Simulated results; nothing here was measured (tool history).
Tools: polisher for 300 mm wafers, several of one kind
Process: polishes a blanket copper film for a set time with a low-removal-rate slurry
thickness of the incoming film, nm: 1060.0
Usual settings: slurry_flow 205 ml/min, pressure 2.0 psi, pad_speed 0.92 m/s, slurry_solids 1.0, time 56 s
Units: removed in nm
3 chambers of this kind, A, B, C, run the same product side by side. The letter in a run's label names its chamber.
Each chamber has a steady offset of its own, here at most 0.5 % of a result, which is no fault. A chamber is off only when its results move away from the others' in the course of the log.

{"run": "1B", "hour": 13.8, "slurry_flow": 205, "pressure": 2.0, "pad_speed": 0.92, "slurry_solids": 1.0, "time": 56, "removed": 109.68}
{"hour": 18.3, "done": "chamber A: slurry blender recalibrated"}
{"run": "2C", "hour": 24.3, "slurry_flow": 205, "pressure": 2.0, "pad_speed": 0.92, "slurry_solids": 1.0, "time": 56, "removed": 110.94}
{"hour": 35.0, "done": "chamber B: worn pad replaced by a new one"}
{"run": "3A", "hour": 38.7, "slurry_flow": 205, "pressure": 2.0, "pad_speed": 0.92, "slurry_solids": 1.0, "time": 56, "removed": 108.49}
{"run": "4B", "hour": 53.8, "slurry_flow": 205, "pressure": 2.0, "pad_speed": 0.92, "slurry_solids": 1.0, "time": 56, "removed": 107.22}
{"run": "5C", "hour": 66.9, "slurry_flow": 205, "pressure": 2.0, "pad_speed": 0.92, "slurry_solids": 1.0, "time": 56, "removed": 106.7}
{"hour": 77.9, "done": "chamber A: worn pad replaced by a new one"}
{"run": "6A", "hour": 83.1, "slurry_flow": 205, "pressure": 2.0, "pad_speed": 0.92, "slurry_solids": 1.0, "time": 56, "removed": 107.61}
{"run": "7B", "hour": 97.0, "slurry_flow": 205, "pressure": 2.0, "pad_speed": 0.92, "slurry_solids": 1.0, "time": 56, "removed": 109.16}
{"hour": 103.0, "done": "chamber B: slurry nozzle cleaned"}
{"run": "8C", "hour": 108.9, "slurry_flow": 205, "pressure": 2.0, "pad_speed": 0.92, "slurry_solids": 1.0, "time": 56, "removed": 108.17}
{"hour": 113.0, "done": "chamber C: slurry nozzle cleaned"}
{"hour": 119.1, "done": "chamber B: worn pad replaced by a new one"}
{"run": "9A", "hour": 123.9, "slurry_flow": 205, "pressure": 2.0, "pad_speed": 0.92, "slurry_solids": 1.0, "time": 56, "removed": 106.54}
{"hour": 127.2, "done": "chamber A: slurry blender recalibrated"}
{"run": "10A", "hour": 131.2, "slurry_flow": 205, "pressure": 2.0, "pad_speed": 0.92, "slurry_solids": 1.0, "time": 56, "removed": 106.75}
{"run": "11C", "hour": 141.4, "slurry_flow": 205, "pressure": 2.0, "pad_speed": 0.92, "slurry_solids": 1.0, "time": 56, "removed": 106.34}
{"run": "12B", "hour": 148.5, "slurry_flow": 205, "pressure": 2.0, "pad_speed": 0.92, "slurry_solids": 1.0, "time": 56, "removed": 108.04}
{"run": "13A", "hour": 159.2, "slurry_flow": 205, "pressure": 2.0, "pad_speed": 0.92, "slurry_solids": 1.0, "time": 56, "removed": 107.56}
{"run": "14B", "hour": 172.9, "slurry_flow": 205, "pressure": 2.0, "pad_speed": 0.92, "slurry_solids": 1.0, "time": 56, "removed": 106.72}
{"hour": 178.6, "done": "chamber A: worn pad replaced by a new one"}
{"run": "15C", "hour": 181.6, "slurry_flow": 205, "pressure": 2.0, "pad_speed": 0.92, "slurry_solids": 1.0, "time": 56, "removed": 106.94}
{"run": "16A", "hour": 196.7, "slurry_flow": 205, "pressure": 2.0, "pad_speed": 0.92, "slurry_solids": 1.0, "time": 56, "removed": 107.3}
{"hour": 203.3, "done": "chamber B: worn pad replaced by a new one"}
{"run": "17B", "hour": 208.7, "slurry_flow": 205, "pressure": 2.0, "pad_speed": 0.92, "slurry_solids": 1.3, "time": 50, "removed": 103.82}
{"run": "18C", "hour": 220.1, "slurry_flow": 205, "pressure": 2.0, "pad_speed": 0.92, "slurry_solids": 1.3, "time": 50, "removed": 99.507}
{"hour": 232.1, "done": "chamber A: slurry blender recalibrated"}
{"run": "19A", "hour": 233.2, "slurry_flow": 205, "pressure": 2.0, "pad_speed": 0.92, "slurry_solids": 1.3, "time": 50, "removed": 100.82}
{"run": "20C", "hour": 242.4, "slurry_flow": 205, "pressure": 2.0, "pad_speed": 0.92, "slurry_solids": 1.0, "time": 56, "removed": 104.17}
{"hour": 243.8, "done": "chamber B: head pressure recalibrated"}
{"run": "21B", "hour": 251.1, "slurry_flow": 205, "pressure": 2.0, "pad_speed": 0.92, "slurry_solids": 1.0, "time": 45, "removed": 86.465}
{"hour": 254.0, "done": "chamber C: head pressure recalibrated"}
{"run": "22A", "hour": 258.3, "slurry_flow": 205, "pressure": 2.0, "pad_speed": 0.92, "slurry_solids": 1.0, "time": 45, "removed": 87.466}
{"run": "23C", "hour": 269.9, "slurry_flow": 205, "pressure": 2.0, "pad_speed": 0.92, "slurry_solids": 1.0, "time": 45, "removed": 85.824}
{"hour": 276.7, "done": "chamber A: worn pad replaced by a new one"}
{"run": "24B", "hour": 285.9, "slurry_flow": 205, "pressure": 2.0, "pad_speed": 0.92, "slurry_solids": 1.0, "time": 56, "removed": 105.39}
{"hour": 289.0, "done": "chamber C: slurry blender recalibrated"}
{"run": "25B", "hour": 301.4, "slurry_flow": 205, "pressure": 2.0, "pad_speed": 0.92, "slurry_solids": 1.0, "time": 56, "removed": 107.08}
{"hour": 307.5, "done": "chamber B: worn pad replaced by a new one"}
{"run": "26A", "hour": 309.0, "slurry_flow": 170, "pressure": 2.0, "pad_speed": 0.92, "slurry_solids": 1.1, "time": 56, "removed": 107.95}
{"run": "27C", "hour": 323.8, "slurry_flow": 170, "pressure": 2.0, "pad_speed": 0.92, "slurry_solids": 1.1, "time": 56, "removed": 103.8}
{"run": "28B", "hour": 334.0, "slurry_flow": 170, "pressure": 2.0, "pad_speed": 0.92, "slurry_solids": 1.1, "time": 56, "removed": 106.24}
{"hour": 344.7, "done": "chamber A: slurry blender recalibrated"}
{"run": "29C", "hour": 348.0, "slurry_flow": 205, "pressure": 2.6, "pad_speed": 1.06, "slurry_solids": 1.0, "time": 56, "removed": 156.01}
{"run": "30A", "hour": 357.0, "slurry_flow": 205, "pressure": 2.6, "pad_speed": 1.06, "slurry_solids": 1.0, "time": 56, "removed": 163.89}
{"run": "31C", "hour": 366.7, "slurry_flow": 205, "pressure": 2.6, "pad_speed": 1.06, "slurry_solids": 1.0, "time": 56, "removed": 155.35}
{"hour": 371.3, "done": "chamber A: worn pad replaced by a new one"}
{"run": "32B", "hour": 374.8, "slurry_flow": 205, "pressure": 2.0, "pad_speed": 0.92, "slurry_solids": 1.0, "time": 56, "removed": 107.23}
{"run": "33A", "hour": 385.0, "slurry_flow": 205, "pressure": 2.0, "pad_speed": 0.92, "slurry_solids": 1.0, "time": 56, "removed": 106.99}
{"hour": 387.2, "done": "chamber A: slurry nozzle cleaned"}
{"run": "34B", "hour": 401.5, "slurry_flow": 205, "pressure": 2.0, "pad_speed": 0.92, "slurry_solids": 1.0, "time": 56, "removed": 107.31}
{"hour": 402.1, "done": "chamber B: worn pad replaced by a new one"}
{"run": "35C", "hour": 415.0, "slurry_flow": 205, "pressure": 2.0, "pad_speed": 0.92, "slurry_solids": 1.0, "time": 62, "removed": 115.12}
{"hour": 428.7, "done": "chamber B: slurry blender recalibrated"}
{"run": "36A", "hour": 429.2, "slurry_flow": 205, "pressure": 2.0, "pad_speed": 0.92, "slurry_solids": 1.0, "time": 62, "removed": 119.11}
{"run": "37C", "hour": 440.2, "slurry_flow": 205, "pressure": 2.0, "pad_speed": 0.92, "slurry_solids": 1.0, "time": 62, "removed": 111.82}
{"hour": 451.8, "done": "chamber A: worn pad replaced by a new one"}
{"run": "38B", "hour": 454.6, "slurry_flow": 205, "pressure": 2.0, "pad_speed": 0.92, "slurry_solids": 1.0, "time": 56, "removed": 107.52}
{"run": "39A", "hour": 464.2, "slurry_flow": 205, "pressure": 1.5, "pad_speed": 0.92, "slurry_solids": 1.3, "time": 56, "removed": 85.575}

Is one chamber off against the others, does the gauge drift, or is nothing wrong? If a chamber is off, say which, and what the likeliest cause is.

Chamber C drifts away from the others.
Cause: removal rate lost through wear of the pad, % = 6.36.

Here are 4 candidates for chamber C's next run, each the usual settings with a change, their results left as question marks. Which one brings its results back in line with what the others give on the usual settings?
In line means no further than this from the other chambers' mean on the usual settings: removed 3.400 nm
{"run": "40C-1", "hour": 476.0, "slurry_flow": 205, "pressure": 2.1, "pad_speed": 0.92, "slurry_solids": 1.0, "time": 60, "removed": "?"}
{"run": "40C-2", "hour": 476.0, "slurry_flow": 205, "pressure": 1.9, "pad_speed": 0.9, "slurry_solids": 1.0, "time": 56, "removed": "?"}
{"run": "40C-3", "hour": 476.0, "slurry_flow": 205, "pressure": 1.9, "pad_speed": 0.88, "slurry_solids": 1.0, "time": 54, "removed": "?"}
{"run": "40C-4", "hour": 476.0, "slurry_flow": 205, "pressure": 2.0, "pad_speed": 0.98, "slurry_solids": 1.0, "time": 56, "removed": "?"}

The other chambers' mean on the usual settings: removed 108.250 nm
run=40C-1 removed=114.980
run=40C-2 removed=95.125
run=40C-3 removed=89.714
run=40C-4 removed=108.850
40C-4 brings the chamber back in line.

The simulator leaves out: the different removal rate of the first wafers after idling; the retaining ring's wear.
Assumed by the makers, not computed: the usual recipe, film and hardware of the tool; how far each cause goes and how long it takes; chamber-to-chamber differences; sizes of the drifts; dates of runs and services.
